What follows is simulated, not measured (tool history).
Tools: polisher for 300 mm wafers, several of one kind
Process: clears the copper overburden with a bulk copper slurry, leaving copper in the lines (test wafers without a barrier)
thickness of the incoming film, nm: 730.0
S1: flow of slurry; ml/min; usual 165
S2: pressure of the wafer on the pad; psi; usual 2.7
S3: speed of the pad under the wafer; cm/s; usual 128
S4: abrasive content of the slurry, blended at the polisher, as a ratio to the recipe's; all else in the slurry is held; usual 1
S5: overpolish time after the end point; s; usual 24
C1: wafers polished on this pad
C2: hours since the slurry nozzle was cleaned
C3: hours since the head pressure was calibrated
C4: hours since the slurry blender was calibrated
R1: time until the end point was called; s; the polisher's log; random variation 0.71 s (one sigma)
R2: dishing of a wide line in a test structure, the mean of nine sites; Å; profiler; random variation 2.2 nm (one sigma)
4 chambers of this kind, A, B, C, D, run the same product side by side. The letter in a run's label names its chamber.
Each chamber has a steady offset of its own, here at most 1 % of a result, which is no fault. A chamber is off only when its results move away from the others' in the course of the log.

| run | hour | S1 | S2 | S3 | S4 | S5 | C1 | C2 | C3 | C4 | R1 | R2 |
|---|---|---|---|---|---|---|---|---|---|---|---|---|
| 1A | 6 | 165 | 2.7 | 128 | 1 | 24 | 203 | 420.6 | 356.6 | 44.6 | 71.652 | 1093 |
|  | 6.4 | chamber D: worn pad replaced by a new one |
| 2C | 12.4 | 165 | 2.7 | 128 | 1 | 24 | 245 | 134.5 | 284.5 | 245.2 | 70.965 | 1050 |
|  | 17.4 | chamber B: slurry blender recalibrated |
| 3B | 19.1 | 165 | 2.7 | 128 | 1 | 24 | 232 | 23.8 | 414.3 | 1.7 | 71.431 | 1047.8 |
| 4D | 29 | 165 | 2.7 | 128 | 1 | 24 | 177 | 99.6 | 261.6 | 147.3 | 72.083 | 1079.7 |
| 5B | 38.1 | 165 | 2.7 | 128 | 1 | 24 | 381 | 42.8 | 433.3 | 20.7 | 71.113 | 1032.9 |
| 6D | 47.5 | 165 | 2.7 | 128 | 1 | 24 | 322 | 118.1 | 280.1 | 165.8 | 71.384 | 1102.2 |
|  | 55.2 | chamber A: head pressure recalibrated |
| 7C | 57.4 | 165 | 2.7 | 164 | 1 | 24 | 597 | 179.5 | 329.5 | 290.2 | 55.251 | 1212.7 |
| 8A | 70 | 165 | 2.7 | 164 | 1 | 24 | 705 | 484.6 | 14.9 | 108.6 | 55.751 | 1203.6 |
|  | 73.9 | chamber C: worn pad replaced by a new one |
|  | 74.9 | chamber B: worn pad replaced by a new one |
|  | 77.1 | chamber A: slurry blender recalibrated |
| 9C | 81.9 | 165 | 2.7 | 164 | 1 | 24 | 63 | 204 | 354 | 314.7 | 55.383 | 1174.8 |
| 10D | 90.1 | 165 | 2.7 | 164 | 1 | 24 | 656 | 160.7 | 322.7 | 208.4 | 55.633 | 1233.5 |
|  | 94.1 | chamber A: worn pad replaced by a new one |
| 11A | 100 | 165 | 2.7 | 128 | 1 | 24 | 46 | 514.6 | 44.9 | 22.9 | 71.271 | 1054 |
|  | 101.2 | chamber D: worn pad replaced by a new one |
| 12B | 108.3 | 165 | 2.7 | 128 | 1 | 24 | 262 | 113 | 503.5 | 90.9 | 71.435 | 1018.3 |
| 13D | 117.5 | 165 | 2.7 | 128 | 1 | 24 | 127 | 188.1 | 350.1 | 235.8 | 72.883 | 1092.8 |
| 14A | 124.3 | 165 | 2.7 | 128 | 1 | 24 | 237 | 538.9 | 69.2 | 47.2 | 71.243 | 1089 |
| 15C | 134 | 165 | 2.7 | 128 | 1 | 24 | 471 | 256.1 | 406.1 | 366.8 | 71.141 | 1111.5 |
| 16B | 146.5 | 165 | 2.7 | 128 | 1 | 24 | 561 | 151.2 | 541.7 | 129.1 | 71.007 | 1048 |
|  | 150.6 | chamber C: slurry blender recalibrated |
|  | 152.1 | chamber C: slurry nozzle cleaned |
| 17D | 154 | 165 | 2.7 | 128 | 1 | 24 | 414 | 224.6 | 386.6 | 272.3 | 71.065 | 1087.5 |
|  | 154.9 | chamber B: worn pad replaced by a new one |
|  | 155.4 | chamber C: worn pad replaced by a new one |
| 18A | 166.5 | 165 | 2.7 | 128 | 1 | 24 | 567 | 581.1 | 111.4 | 89.4 | 71.253 | 1076.6 |
|  | 167.3 | chamber A: slurry nozzle cleaned |
|  | 170.5 | chamber D: slurry nozzle cleaned |
| 19B | 175.5 | 165 | 2.7 | 128 | 1 | 24 | 161 | 180.2 | 570.7 | 158.1 | 70.442 | 1074.4 |
|  | 184.2 | chamber A: slurry blender recalibrated |
| 20C | 185.2 | 165 | 2.7 | 128 | 1 | 24 | 233 | 33.2 | 457.3 | 34.6 | 70.079 | 1072.5 |
| 21C | 193.5 | 165 | 2.7 | 128 | 1 | 24 | 298 | 41.5 | 465.6 | 42.9 | 70.825 | 1074.7 |
| 22A | 204.6 | 165 | 2.7 | 128 | 1 | 24 | 866 | 37.4 | 149.5 | 20.4 | 70.989 | 1089.4 |
|  | 204.7 | chamber D: worn pad replaced by a new one |
| 23B | 210.1 | 165 | 2.7 | 128 | 1 | 24 | 432 | 214.8 | 605.3 | 192.7 | 71.45 | 1068.1 |
| 24D | 215.7 | 165 | 2.7 | 128 | 1 | 24 | 86 | 45.3 | 448.3 | 334 | 73.492 | 1042.4 |
|  | 220.2 | chamber A: worn pad replaced by a new one |
| 25C | 222.7 | 165 | 2.7 | 128 | 1 | 24 | 527 | 70.7 | 494.8 | 72.1 | 70.712 | 1086 |
|  | 227 | chamber B: worn pad replaced by a new one |
|  | 230.9 | chamber B: slurry nozzle cleaned |
| 26B | 234.7 | 165 | 2.7 | 128 | 1 | 24 | 60 | 3.8 | 629.9 | 217.3 | 72.775 | 1063.3 |
|  | 239.3 | chamber C: worn pad replaced by a new one |
| 27D | 246.8 | 165 | 2.7 | 128 | 1 | 24 | 330 | 76.4 | 479.4 | 365.1 | 72.524 | 1111.1 |
| 28A | 253.3 | 165 | 2.7 | 128 | 1 | 24 | 259 | 86.1 | 198.2 | 69.1 | 71.023 | 1070.8 |
|  | 258.8 | chamber B: head pressure recalibrated |
| 29C | 261.3 | 165 | 2.7 | 128 | 1 | 24 | 172 | 109.3 | 533.4 | 110.7 | 71.652 | 1057 |
| 30D | 273.3 | 165 | 2.7 | 128 | 1 | 24 | 538 | 102.9 | 505.9 | 391.6 | 74.3 | 1036.4 |
| 31B | 281.2 | 165 | 2.7 | 128 | 1 | 24 | 424 | 50.3 | 22.4 | 263.8 | 71.35 | 1087 |
|  | 283 | chamber D: worn pad replaced by a new one |
|  | 288.6 | chamber A: slurry blender recalibrated |
| 32A | 293.3 | 165 | 2.7 | 128 | 1 | 24 | 573 | 126.1 | 238.2 | 4.8 | 71.875 | 1067.7 |
|  | 300.5 | chamber B: worn pad replaced by a new one |
| 33A | 303.8 | 165 | 2.7 | 128 | 1 | 24 | 655 | 136.6 | 248.7 | 15.3 | 70.367 | 1126.9 |
| 34D | 315.2 | 165 | 2.7 | 128 | 1 | 24 | 252 | 144.8 | 547.8 | 433.5 | 76.654 | 1013.7 |
|  | 322.6 | chamber B: slurry blender recalibrated |
| 35B | 326.9 | 165 | 2.7 | 128 | 1 | 24 | 206 | 96 | 68.1 | 4.3 | 72.819 | 1054 |

What goes on in this fleet: one chamber off, a drifting gauge, or nothing beyond the chambers' own small offsets? Name the chamber and the cause, if any.

Chamber D drifts away from the others.
Cause: abrasive missing from the slurry, % = 30.4.
The log may not tell that from: head's pressure below its setpoint, %.

Here are 4 candidates for chamber D's next run, each the usual settings with a change, their results left as question marks. Which one brings its results back in line with what the others give on the usual settings?
In line means no further than this from the other chambers' mean on the usual settings: R1 2.5 s; R2 77 Å
| 36D-1 | 336 | 165 | 2.8 | 132 | 1 | 24 |  |  |  |  | ? | ? |
| 36D-2 | 336 | 165 | 2.9 | 138 | 1 | 23 |  |  |  |  | ? | ? |
| 36D-3 | 336 | 165 | 2.5 | 120 | 1 | 25 |  |  |  |  | ? | ? |
| 36D-4 | 336 | 165 | 2.6 | 124 | 1 | 24 |  |  |  |  | ? | ? |

The other chambers' mean on the usual settings: R1 71.081 s; R2 1070.1 Å
| run | R1 | R2 |
|---|---|---|
| 36D-1 | 71.597 | 1086.8 |
| 36D-2 | 66.137 | 1114.3 |
| 36D-3 | 88.204 | 975.84 |
| 36D-4 | 82.076 | 999.92 |
36D-1 brings the chamber back in line.

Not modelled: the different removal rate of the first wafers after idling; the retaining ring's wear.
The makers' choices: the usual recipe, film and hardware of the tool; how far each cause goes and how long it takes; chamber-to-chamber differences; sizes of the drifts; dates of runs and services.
